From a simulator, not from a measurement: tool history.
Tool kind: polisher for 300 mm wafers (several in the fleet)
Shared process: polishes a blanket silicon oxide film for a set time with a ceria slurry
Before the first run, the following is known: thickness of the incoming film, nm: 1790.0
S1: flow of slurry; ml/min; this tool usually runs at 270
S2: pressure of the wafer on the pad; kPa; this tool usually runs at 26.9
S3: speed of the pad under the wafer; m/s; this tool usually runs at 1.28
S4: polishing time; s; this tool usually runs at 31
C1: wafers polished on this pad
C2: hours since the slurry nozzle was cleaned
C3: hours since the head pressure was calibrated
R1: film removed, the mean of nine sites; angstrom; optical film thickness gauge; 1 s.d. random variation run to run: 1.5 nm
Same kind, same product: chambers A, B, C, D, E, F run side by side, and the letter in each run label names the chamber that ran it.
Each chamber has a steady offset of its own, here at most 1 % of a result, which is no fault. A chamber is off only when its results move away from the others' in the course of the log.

-- hour=1.8 chamber B: slurry nozzle cleaned
run 1D hour=2.9 | S1=270 S2=26.9 S3=1.28 S4=31 | C1=326 C2=240.3 C3=955.9 | R1=2012.7
run 2E hour=7.5 | S1=270 S2=26.9 S3=1.28 S4=31 | C1=100 C2=334.5 C3=732.2 | R1=1977.7
-- hour=10.8 chamber C: worn pad replaced by a new one
-- hour=11.1 chamber F: worn pad replaced by a new one
run 3C hour=13.3 | S1=270 S2=26.9 S3=1.28 S4=31 | C1=20 C2=597.9 C3=1303.8 | R1=1993.8
run 4A hour=18.4 | S1=270 S2=26.9 S3=1.28 S4=31 | C1=308 C2=103.3 C3=1191.7 | R1=2015.7
run 5B hour=21.8 | S1=270 S2=26.9 S3=1.28 S4=31 | C1=463 C2=20.1 C3=525.4 | R1=1971.1
run 6F hour=27.3 | S1=270 S2=26.9 S3=1.28 S4=31 | C1=131 C2=66.3 C3=347.8 | R1=2022.9
-- hour=31.2 chamber B: worn pad replaced by a new one
run 7C hour=32.3 | S1=270 S2=26.9 S3=1.28 S4=31 | C1=174 C2=616.9 C3=1322.8 | R1=1975.7
run 8E hour=36.8 | S1=220 S2=26.9 S3=1.28 S4=27 | C1=338 C2=363.8 C3=761.5 | R1=1684.9
run 9D hour=40.8 | S1=220 S2=26.9 S3=1.28 S4=27 | C1=633 C2=278.2 C3=993.8 | R1=1698.1
run 10F hour=46.1 | S1=220 S2=26.9 S3=1.28 S4=27 | C1=284 C2=85.1 C3=366.6 | R1=1714.3
run 11A hour=49.8 | S1=220 S2=26.9 S3=1.28 S4=27 | C1=562 C2=134.7 C3=1223.1 | R1=1708
run 12B hour=56.5 | S1=220 S2=26.9 S3=1.28 S4=27 | C1=205 C2=54.8 C3=560.1 | R1=1691.3
run 13F hour=62.4 | S1=220 S2=26.9 S3=1.28 S4=27 | C1=416 C2=101.4 C3=382.9 | R1=1733.2
-- hour=65.6 chamber A: worn pad replaced by a new one
run 14C hour=68.1 | S1=270 S2=26.9 S3=1.28 S4=31 | C1=464 C2=652.7 C3=1358.6 | R1=1996
run 15E hour=71.7 | S1=270 S2=26.9 S3=1.28 S4=31 | C1=620 C2=398.7 C3=796.4 | R1=2016.7
run 16B hour=75.1 | S1=185 S2=26.9 S3=1.28 S4=41 | C1=356 C2=73.4 C3=578.7 | R1=2510
-- hour=77.6 chamber C: head pressure recalibrated
-- hour=77.8 chamber B: head pressure recalibrated
run 17A hour=81.1 | S1=185 S2=26.9 S3=1.28 S4=41 | C1=126 C2=166 C3=1254.4 | R1=2503.8
-- hour=81.5 chamber E: worn pad replaced by a new one
run 18D hour=86.3 | S1=185 S2=26.9 S3=1.28 S4=41 | C1=1002 C2=323.7 C3=1039.3 | R1=2517.3
run 19B hour=90.4 | S1=185 S2=26.9 S3=1.28 S4=41 | C1=480 C2=88.7 C3=12.7 | R1=2352.5
run 20C hour=93.8 | S1=185 S2=26.9 S3=1.28 S4=41 | C1=672 C2=678.4 C3=16.3 | R1=2493.1
-- hour=99.2 chamber B: worn pad replaced by a new one
run 21F hour=99.5 | S1=185 S2=26.9 S3=1.28 S4=41 | C1=716 C2=138.5 C3=420 | R1=2551.7
run 22D hour=105.5 | S1=270 S2=26.9 S3=1.28 S4=31 | C1=1157 C2=342.9 C3=1058.5 | R1=1996
-- hour=109.7 chamber E: slurry nozzle cleaned
run 23A hour=109.8 | S1=270 S2=26.9 S3=1.28 S4=31 | C1=358 C2=194.7 C3=1283.1 | R1=2003
run 24E hour=112.8 | S1=270 S2=26.9 S3=1.28 S4=31 | C1=254 C2=3.1 C3=837.5 | R1=1998.4
run 25A hour=116.8 | S1=270 S2=26.9 S3=1.28 S4=31 | C1=415 C2=201.7 C3=1290.1 | R1=1985.9
run 26E hour=123.5 | S1=270 S2=26.9 S3=1.28 S4=31 | C1=340 C2=13.8 C3=848.2 | R1=1978
-- hour=125.5 chamber F: worn pad replaced by a new one
-- hour=127.7 chamber D: worn pad replaced by a new one
run 27B hour=129.9 | S1=270 S2=26.9 S3=1.28 S4=31 | C1=249 C2=128.2 C3=52.2 | R1=1878.8
-- hour=132.9 chamber A: head pressure recalibrated
run 28C hour=133 | S1=270 S2=26.9 S3=1.28 S4=31 | C1=990 C2=717.6 C3=55.5 | R1=1996.3
run 29F hour=138 | S1=270 S2=26.9 S3=1.28 S4=31 | C1=102 C2=177 C3=458.5 | R1=2018.6
run 30D hour=142.7 | S1=270 S2=26.9 S3=1.28 S4=25 | C1=121 C2=380.1 C3=1095.7 | R1=1606.3
-- hour=143.9 chamber D: head pressure recalibrated
-- hour=146 chamber E: head pressure recalibrated
run 31C hour=149.4 | S1=270 S2=26.9 S3=1.28 S4=25 | C1=1123 C2=734 C3=71.9 | R1=1593.4
-- hour=149.8 chamber E: worn pad replaced by a new one
-- hour=152.4 chamber F: head pressure recalibrated
run 32F hour=156.1 | S1=270 S2=26.9 S3=1.28 S4=25 | C1=248 C2=195.1 C3=3.8 | R1=1617.8
-- hour=157 chamber A: worn pad replaced by a new one
run 33D hour=162.3 | S1=270 S2=26.9 S3=1.28 S4=25 | C1=280 C2=399.7 C3=18.4 | R1=1609.8
-- hour=167.4 chamber B: worn pad replaced by a new one
run 34E hour=168.5 | S1=270 S2=26.9 S3=1.28 S4=25 | C1=151 C2=58.8 C3=22.6 | R1=1604.3
run 35B hour=174.8 | S1=270 S2=26.9 S3=1.28 S4=25 | C1=60 C2=173.1 C3=97.1 | R1=1503.8
run 36A hour=178.6 | S1=270 S2=26.9 S3=0.92 S4=23 | C1=175 C2=263.5 C3=45.8 | R1=1085.9
run 37F hour=184.1 | S1=270 S2=26.9 S3=0.92 S4=23 | C1=475 C2=223.1 C3=31.8 | R1=1065.3
run 38C hour=190.4 | S1=270 S2=26.9 S3=0.92 S4=23 | C1=1455 C2=775 C3=112.9 | R1=1069.7
-- hour=191.3 chamber D: slurry nozzle cleaned
run 39D hour=196 | S1=270 S2=26.9 S3=0.92 S4=23 | C1=553 C2=4.8 C3=52.1 | R1=1065.8
run 40B hour=201.5 | S1=270 S2=26.9 S3=0.92 S4=23 | C1=276 C2=199.8 C3=123.8 | R1=1009.8
run 41A hour=205.1 | S1=270 S2=26.9 S3=0.92 S4=23 | C1=390 C2=290 C3=72.3 | R1=1067
run 42E hour=210.8 | S1=270 S2=26.9 S3=1.28 S4=31 | C1=494 C2=101.1 C3=64.9 | R1=1989.6

Which is it: a chamber that has drifted or been left off by a service, a gauge drift common to all chambers, or only each chamber's usual small offset? If a chamber is off, name it and its likeliest cause.

Chamber B has stood off from the others ever since a service on it.
Likeliest cause: head's pressure below its setpoint, % = 5.16.

Which of the 4 candidates below, each the usual settings with something changed and its results left as question marks, puts chamber B back in line with what the other chambers give on the usual settings?
In-line tolerance around the mean of the other chambers on the usual settings: R1 52 angstrom
run 43B-1 hour=215.6 | S1=270 S2=26.9 S3=1.36 S4=31 | R1=?
run 43B-2 hour=215.6 | S1=270 S2=26.9 S3=1.26 S4=31 | R1=?
run 43B-3 hour=215.6 | S1=270 S2=26.9 S3=1.3 S4=31 | R1=?
run 43B-4 hour=215.6 | S1=165 S2=26.9 S3=1.28 S4=31 | R1=?

The other chambers' mean on the usual settings: R1 1992.9 angstrom
run=43B-1 R1=2000.2
run=43B-2 R1=1852.8
run=43B-3 R1=1911.7
run=43B-4 R1=1764.6
The right change is 43B-1: it brings the chamber back within the allowed miss of the others.
